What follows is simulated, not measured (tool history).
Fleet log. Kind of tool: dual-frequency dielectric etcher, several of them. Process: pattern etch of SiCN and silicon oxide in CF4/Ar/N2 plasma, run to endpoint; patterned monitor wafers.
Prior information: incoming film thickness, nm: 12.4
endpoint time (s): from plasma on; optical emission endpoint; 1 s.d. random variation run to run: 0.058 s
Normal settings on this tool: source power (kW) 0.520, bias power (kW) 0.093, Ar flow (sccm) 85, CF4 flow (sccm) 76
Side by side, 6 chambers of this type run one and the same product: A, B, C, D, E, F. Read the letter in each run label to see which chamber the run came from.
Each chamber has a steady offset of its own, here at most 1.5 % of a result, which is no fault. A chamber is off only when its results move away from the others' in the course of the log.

-- hour=7.5 chamber C: CF4 flow controller replaced
run 1E hour=11.0 | source_power_(kW)=0.520 bias_power_(kW)=0.093 Ar_flow_(sccm)=85 CF4_flow_(sccm)=76 | endpoint_time_(s)=11.263
-- hour=12.9 chamber D: wet clean of the chamber
run 2A hour=16.5 | source_power_(kW)=0.520 bias_power_(kW)=0.093 Ar_flow_(sccm)=85 CF4_flow_(sccm)=76 | endpoint_time_(s)=11.289
run 3D hour=28.1 | source_power_(kW)=0.520 bias_power_(kW)=0.093 Ar_flow_(sccm)=85 CF4_flow_(sccm)=76 | endpoint_time_(s)=11.183
run 4B hour=36.3 | source_power_(kW)=0.520 bias_power_(kW)=0.093 Ar_flow_(sccm)=85 CF4_flow_(sccm)=76 | endpoint_time_(s)=11.360
run 5C hour=46.6 | source_power_(kW)=0.520 bias_power_(kW)=0.093 Ar_flow_(sccm)=85 CF4_flow_(sccm)=76 | endpoint_time_(s)=11.202
run 6F hour=52.7 | source_power_(kW)=0.520 bias_power_(kW)=0.093 Ar_flow_(sccm)=85 CF4_flow_(sccm)=76 | endpoint_time_(s)=11.296
run 7B hour=61.1 | source_power_(kW)=0.520 bias_power_(kW)=0.093 Ar_flow_(sccm)=85 CF4_flow_(sccm)=76 | endpoint_time_(s)=11.277
run 8F hour=68.4 | source_power_(kW)=0.520 bias_power_(kW)=0.093 Ar_flow_(sccm)=92 CF4_flow_(sccm)=89 | endpoint_time_(s)=11.192
run 9E hour=79.6 | source_power_(kW)=0.520 bias_power_(kW)=0.093 Ar_flow_(sccm)=92 CF4_flow_(sccm)=89 | endpoint_time_(s)=11.056
run 10D hour=88.9 | source_power_(kW)=0.520 bias_power_(kW)=0.093 Ar_flow_(sccm)=92 CF4_flow_(sccm)=89 | endpoint_time_(s)=10.924
run 11C hour=98.6 | source_power_(kW)=0.520 bias_power_(kW)=0.093 Ar_flow_(sccm)=92 CF4_flow_(sccm)=89 | endpoint_time_(s)=10.909
run 12A hour=109.2 | source_power_(kW)=0.520 bias_power_(kW)=0.093 Ar_flow_(sccm)=92 CF4_flow_(sccm)=89 | endpoint_time_(s)=11.063
run 13D hour=118.5 | source_power_(kW)=0.520 bias_power_(kW)=0.093 Ar_flow_(sccm)=92 CF4_flow_(sccm)=89 | endpoint_time_(s)=10.971
run 14B hour=129.7 | source_power_(kW)=0.520 bias_power_(kW)=0.093 Ar_flow_(sccm)=85 CF4_flow_(sccm)=76 | endpoint_time_(s)=11.388
-- hour=136.6 chamber E: wet clean of the chamber
run 15E hour=140.3 | source_power_(kW)=0.520 bias_power_(kW)=0.093 Ar_flow_(sccm)=85 CF4_flow_(sccm)=76 | endpoint_time_(s)=11.359
run 16A hour=147.5 | source_power_(kW)=0.460 bias_power_(kW)=0.093 Ar_flow_(sccm)=76 CF4_flow_(sccm)=76 | endpoint_time_(s)=12.327
run 17F hour=158.1 | source_power_(kW)=0.460 bias_power_(kW)=0.093 Ar_flow_(sccm)=76 CF4_flow_(sccm)=76 | endpoint_time_(s)=11.903
run 18C hour=164.7 | source_power_(kW)=0.460 bias_power_(kW)=0.093 Ar_flow_(sccm)=76 CF4_flow_(sccm)=76 | endpoint_time_(s)=12.165
-- hour=167.7 chamber A: wet clean of the chamber
run 19E hour=172.6 | source_power_(kW)=0.460 bias_power_(kW)=0.093 Ar_flow_(sccm)=76 CF4_flow_(sccm)=76 | endpoint_time_(s)=12.313
run 20F hour=178.9 | source_power_(kW)=0.460 bias_power_(kW)=0.093 Ar_flow_(sccm)=76 CF4_flow_(sccm)=76 | endpoint_time_(s)=11.995
-- hour=181.2 chamber A: CF4 flow controller replaced
run 21B hour=184.7 | source_power_(kW)=0.460 bias_power_(kW)=0.093 Ar_flow_(sccm)=76 CF4_flow_(sccm)=76 | endpoint_time_(s)=12.333
run 22A hour=193.5 | source_power_(kW)=0.520 bias_power_(kW)=0.093 Ar_flow_(sccm)=85 CF4_flow_(sccm)=76 | endpoint_time_(s)=11.168
run 23D hour=204.8 | source_power_(kW)=0.520 bias_power_(kW)=0.093 Ar_flow_(sccm)=85 CF4_flow_(sccm)=76 | endpoint_time_(s)=11.003
run 24C hour=216.1 | source_power_(kW)=0.520 bias_power_(kW)=0.093 Ar_flow_(sccm)=85 CF4_flow_(sccm)=76 | endpoint_time_(s)=11.117
run 25A hour=227.0 | source_power_(kW)=0.520 bias_power_(kW)=0.093 Ar_flow_(sccm)=85 CF4_flow_(sccm)=76 | endpoint_time_(s)=11.245
run 26F hour=234.6 | source_power_(kW)=0.520 bias_power_(kW)=0.093 Ar_flow_(sccm)=85 CF4_flow_(sccm)=76 | endpoint_time_(s)=10.927
run 27B hour=241.5 | source_power_(kW)=0.520 bias_power_(kW)=0.093 Ar_flow_(sccm)=85 CF4_flow_(sccm)=76 | endpoint_time_(s)=11.343
run 28E hour=252.2 | source_power_(kW)=0.520 bias_power_(kW)=0.093 Ar_flow_(sccm)=85 CF4_flow_(sccm)=76 | endpoint_time_(s)=11.267
run 29C hour=263.7 | source_power_(kW)=0.520 bias_power_(kW)=0.093 Ar_flow_(sccm)=85 CF4_flow_(sccm)=76 | endpoint_time_(s)=11.042
run 30D hour=270.5 | source_power_(kW)=0.520 bias_power_(kW)=0.093 Ar_flow_(sccm)=85 CF4_flow_(sccm)=76 | endpoint_time_(s)=11.134
-- hour=278.0 chamber B: source power generator calibrated
run 31B hour=279.2 | source_power_(kW)=0.520 bias_power_(kW)=0.093 Ar_flow_(sccm)=85 CF4_flow_(sccm)=76 | endpoint_time_(s)=11.370
run 32C hour=289.1 | source_power_(kW)=0.520 bias_power_(kW)=0.093 Ar_flow_(sccm)=85 CF4_flow_(sccm)=76 | endpoint_time_(s)=11.071
run 33A hour=294.5 | source_power_(kW)=0.520 bias_power_(kW)=0.093 Ar_flow_(sccm)=85 CF4_flow_(sccm)=76 | endpoint_time_(s)=11.304
run 34D hour=305.1 | source_power_(kW)=0.520 bias_power_(kW)=0.093 Ar_flow_(sccm)=85 CF4_flow_(sccm)=76 | endpoint_time_(s)=11.101
run 35F hour=310.4 | source_power_(kW)=0.520 bias_power_(kW)=0.093 Ar_flow_(sccm)=85 CF4_flow_(sccm)=76 | endpoint_time_(s)=10.810
run 36E hour=321.6 | source_power_(kW)=0.520 bias_power_(kW)=0.093 Ar_flow_(sccm)=85 CF4_flow_(sccm)=76 | endpoint_time_(s)=11.259
run 37A hour=327.7 | source_power_(kW)=0.520 bias_power_(kW)=0.093 Ar_flow_(sccm)=85 CF4_flow_(sccm)=76 | endpoint_time_(s)=11.208
run 38B hour=335.6 | source_power_(kW)=0.520 bias_power_(kW)=0.093 Ar_flow_(sccm)=85 CF4_flow_(sccm)=76 | endpoint_time_(s)=11.423
run 39D hour=346.1 | source_power_(kW)=0.520 bias_power_(kW)=0.093 Ar_flow_(sccm)=85 CF4_flow_(sccm)=76 | endpoint_time_(s)=11.111
-- hour=351.7 chamber E: bias power generator calibrated
run 40E hour=353.7 | source_power_(kW)=0.520 bias_power_(kW)=0.093 Ar_flow_(sccm)=85 CF4_flow_(sccm)=76 | endpoint_time_(s)=11.224

Next, all 6 chambers run the settings below, one line each with question marks for the results. What does each chamber give?
run 41A hour=362.1 | source_power_(kW)=0.520 bias_power_(kW)=0.093 Ar_flow_(sccm)=85 CF4_flow_(sccm)=76 | endpoint_time_(s)=?
run 41B hour=362.1 | source_power_(kW)=0.520 bias_power_(kW)=0.093 Ar_flow_(sccm)=85 CF4_flow_(sccm)=76 | endpoint_time_(s)=?
run 41C hour=362.1 | source_power_(kW)=0.520 bias_power_(kW)=0.093 Ar_flow_(sccm)=85 CF4_flow_(sccm)=76 | endpoint_time_(s)=?
run 41D hour=362.1 | source_power_(kW)=0.520 bias_power_(kW)=0.093 Ar_flow_(sccm)=85 CF4_flow_(sccm)=76 | endpoint_time_(s)=?
run 41E hour=362.1 | source_power_(kW)=0.520 bias_power_(kW)=0.093 Ar_flow_(sccm)=85 CF4_flow_(sccm)=76 | endpoint_time_(s)=?
run 41F hour=362.1 | source_power_(kW)=0.520 bias_power_(kW)=0.093 Ar_flow_(sccm)=85 CF4_flow_(sccm)=76 | endpoint_time_(s)=?

run=41A endpoint_time_(s)=11.230
run=41B endpoint_time_(s)=11.326
run=41C endpoint_time_(s)=11.125
run=41D endpoint_time_(s)=11.105
run=41E endpoint_time_(s)=11.355
run=41F endpoint_time_(s)=10.718
